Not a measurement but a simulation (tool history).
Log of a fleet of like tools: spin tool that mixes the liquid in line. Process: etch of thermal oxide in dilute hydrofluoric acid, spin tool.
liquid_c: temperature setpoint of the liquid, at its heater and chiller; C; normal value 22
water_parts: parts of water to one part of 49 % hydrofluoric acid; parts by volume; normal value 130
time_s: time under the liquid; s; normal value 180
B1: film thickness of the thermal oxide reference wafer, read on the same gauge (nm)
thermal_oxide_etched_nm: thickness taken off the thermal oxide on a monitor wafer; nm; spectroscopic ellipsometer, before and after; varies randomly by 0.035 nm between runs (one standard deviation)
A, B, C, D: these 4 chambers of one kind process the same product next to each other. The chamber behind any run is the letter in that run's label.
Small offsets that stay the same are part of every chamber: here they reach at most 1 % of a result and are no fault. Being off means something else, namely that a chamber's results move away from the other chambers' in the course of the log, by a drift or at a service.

run 1B hour=12.8 | liquid_c=22 water_parts=130 time_s=180 | B1=49.98 | thermal_oxide_etched_nm=5.7576
run 2D hour=24.2 | liquid_c=22 water_parts=130 time_s=180 | B1=49.996 | thermal_oxide_etched_nm=5.7268
run 3C hour=30.1 | liquid_c=22 water_parts=130 time_s=180 | B1=50.021 | thermal_oxide_etched_nm=5.767
run 4A hour=38.2 | liquid_c=22 water_parts=130 time_s=180 | B1=49.999 | thermal_oxide_etched_nm=5.7949
run 5D hour=48.5 | liquid_c=22 water_parts=130 time_s=180 | B1=50.002 | thermal_oxide_etched_nm=5.6538
run 6A hour=54.2 | liquid_c=22 water_parts=130 time_s=180 | B1=49.999 | thermal_oxide_etched_nm=5.8036
run 7C hour=62.3 | liquid_c=22 water_parts=130 time_s=180 | B1=49.974 | thermal_oxide_etched_nm=5.7197
run 8B hour=75.2 | liquid_c=17.5 water_parts=130 time_s=180 | B1=50.021 | thermal_oxide_etched_nm=4.7867
run 9C hour=85.6 | liquid_c=17.5 water_parts=130 time_s=180 | B1=50.048 | thermal_oxide_etched_nm=4.7677
run 10B hour=97 | liquid_c=17.5 water_parts=130 time_s=180 | B1=50.001 | thermal_oxide_etched_nm=4.7761
run 11A hour=109.5 | liquid_c=17.5 water_parts=130 time_s=180 | B1=49.998 | thermal_oxide_etched_nm=4.8462
run 12D hour=117.5 | liquid_c=22 water_parts=130 time_s=180 | B1=49.998 | thermal_oxide_etched_nm=5.7487
-- hour=123.8 chamber C: thermometer replaced
run 13D hour=127.4 | liquid_c=22 water_parts=130 time_s=180 | B1=49.98 | thermal_oxide_etched_nm=5.8407
run 14B hour=134.9 | liquid_c=22 water_parts=130 time_s=180 | B1=49.991 | thermal_oxide_etched_nm=5.7687
run 15C hour=144.8 | liquid_c=22 water_parts=130 time_s=180 | B1=50.003 | thermal_oxide_etched_nm=5.7487
run 16A hour=156.7 | liquid_c=22 water_parts=130 time_s=180 | B1=50.014 | thermal_oxide_etched_nm=5.7528
run 17D hour=163.9 | liquid_c=22 water_parts=130 time_s=180 | B1=50.003 | thermal_oxide_etched_nm=5.8489
run 18B hour=173.5 | liquid_c=22 water_parts=130 time_s=180 | B1=49.982 | thermal_oxide_etched_nm=5.6997
run 19C hour=182.2 | liquid_c=22 water_parts=130 time_s=180 | B1=50.037 | thermal_oxide_etched_nm=5.7689
run 20A hour=189.3 | liquid_c=22 water_parts=130 time_s=180 | B1=49.995 | thermal_oxide_etched_nm=5.7465
run 21A hour=197.8 | liquid_c=22 water_parts=130 time_s=180 | B1=49.974 | thermal_oxide_etched_nm=5.7863
run 22B hour=209.9 | liquid_c=22 water_parts=130 time_s=255 | B1=49.994 | thermal_oxide_etched_nm=8.1221
run 23C hour=218.5 | liquid_c=22 water_parts=130 time_s=255 | B1=49.975 | thermal_oxide_etched_nm=8.107
run 24D hour=225.9 | liquid_c=22 water_parts=130 time_s=255 | B1=49.995 | thermal_oxide_etched_nm=8.5004
run 25A hour=236.8 | liquid_c=22 water_parts=130 time_s=255 | B1=50.015 | thermal_oxide_etched_nm=8.2526
run 26B hour=242.7 | liquid_c=22 water_parts=130 time_s=180 | B1=49.954 | thermal_oxide_etched_nm=5.782
run 27D hour=252.6 | liquid_c=22 water_parts=130 time_s=180 | B1=49.971 | thermal_oxide_etched_nm=6.0447
run 28C hour=263.7 | liquid_c=22 water_parts=130 time_s=180 | B1=50.011 | thermal_oxide_etched_nm=5.7557
run 29D hour=273.6 | liquid_c=22 water_parts=130 time_s=180 | B1=49.98 | thermal_oxide_etched_nm=6.0403
run 30B hour=282.3 | liquid_c=22 water_parts=130 time_s=235 | B1=50.021 | thermal_oxide_etched_nm=7.456
run 31C hour=291.7 | liquid_c=22 water_parts=130 time_s=235 | B1=50.008 | thermal_oxide_etched_nm=7.4155
run 32A hour=301.7 | liquid_c=22 water_parts=130 time_s=235 | B1=50.015 | thermal_oxide_etched_nm=7.6281
run 33B hour=313.7 | liquid_c=22 water_parts=130 time_s=235 | B1=49.978 | thermal_oxide_etched_nm=7.4882
run 34C hour=325.9 | liquid_c=22 water_parts=130 time_s=180 | B1=49.988 | thermal_oxide_etched_nm=5.7287
run 35A hour=337.9 | liquid_c=22 water_parts=130 time_s=180 | B1=50.003 | thermal_oxide_etched_nm=5.7928
run 36D hour=346.6 | liquid_c=22 water_parts=130 time_s=180 | B1=49.991 | thermal_oxide_etched_nm=6.1688
run 37C hour=353 | liquid_c=22 water_parts=105 time_s=85 | B1=50.011 | thermal_oxide_etched_nm=3.45
run 38A hour=361.8 | liquid_c=22 water_parts=105 time_s=85 | B1=49.997 | thermal_oxide_etched_nm=3.5281
run 39D hour=373.7 | liquid_c=22 water_parts=105 time_s=85 | B1=50.01 | thermal_oxide_etched_nm=3.7159
run 40B hour=382.4 | liquid_c=22 water_parts=105 time_s=85 | B1=49.999 | thermal_oxide_etched_nm=3.4822
run 41B hour=390.8 | liquid_c=22 water_parts=130 time_s=180 | B1=50.008 | thermal_oxide_etched_nm=5.7623
run 42C hour=398.6 | liquid_c=22 water_parts=165 time_s=140 | B1=50.028 | thermal_oxide_etched_nm=3.3473
run 43D hour=406.2 | liquid_c=22 water_parts=165 time_s=140 | B1=49.977 | thermal_oxide_etched_nm=3.6666
run 44A hour=413.6 | liquid_c=22 water_parts=165 time_s=140 | B1=50.001 | thermal_oxide_etched_nm=3.3973

Decide between three cases: one chamber stands off from its peers, the gauge reading all wafers drifts, or nothing is wrong past each chamber's small offset. Where a chamber is off, say which and what most likely put it there.

Chamber D drifts away from the others.
Most likely cause: liquid hotter than its thermometer reads (K) = 2.21.
From this log alone, it may not be told apart from: hydrofluoric acid flow above the setpoint (%).

Below are 4 candidate recipes for chamber D's next run, each the usual settings with a change, their results shown as question marks. Which of them brings D's results back in line with what the other chambers give on the usual settings?
To be in line, a result may differ from the other chambers' mean on the usual settings by at most: thermal_oxide_etched_nm 0.12 nm
run 45D-1 hour=423.1 | liquid_c=22 water_parts=130 time_s=195 | thermal_oxide_etched_nm=?
run 45D-2 hour=423.1 | liquid_c=22 water_parts=140 time_s=180 | thermal_oxide_etched_nm=?
run 45D-3 hour=423.1 | liquid_c=22 water_parts=130 time_s=150 | thermal_oxide_etched_nm=?
run 45D-4 hour=423.1 | liquid_c=26.5 water_parts=130 time_s=180 | thermal_oxide_etched_nm=?

Mean of the other chambers on the usual settings: thermal_oxide_etched_nm 5.7676 nm
run=45D-1 thermal_oxide_etched_nm=6.7676
run=45D-2 thermal_oxide_etched_nm=5.7405
run=45D-3 thermal_oxide_etched_nm=5.2058
run=45D-4 thermal_oxide_etched_nm=7.4019
The right change is 45D-2: it brings the chamber back within the allowed miss of the others.
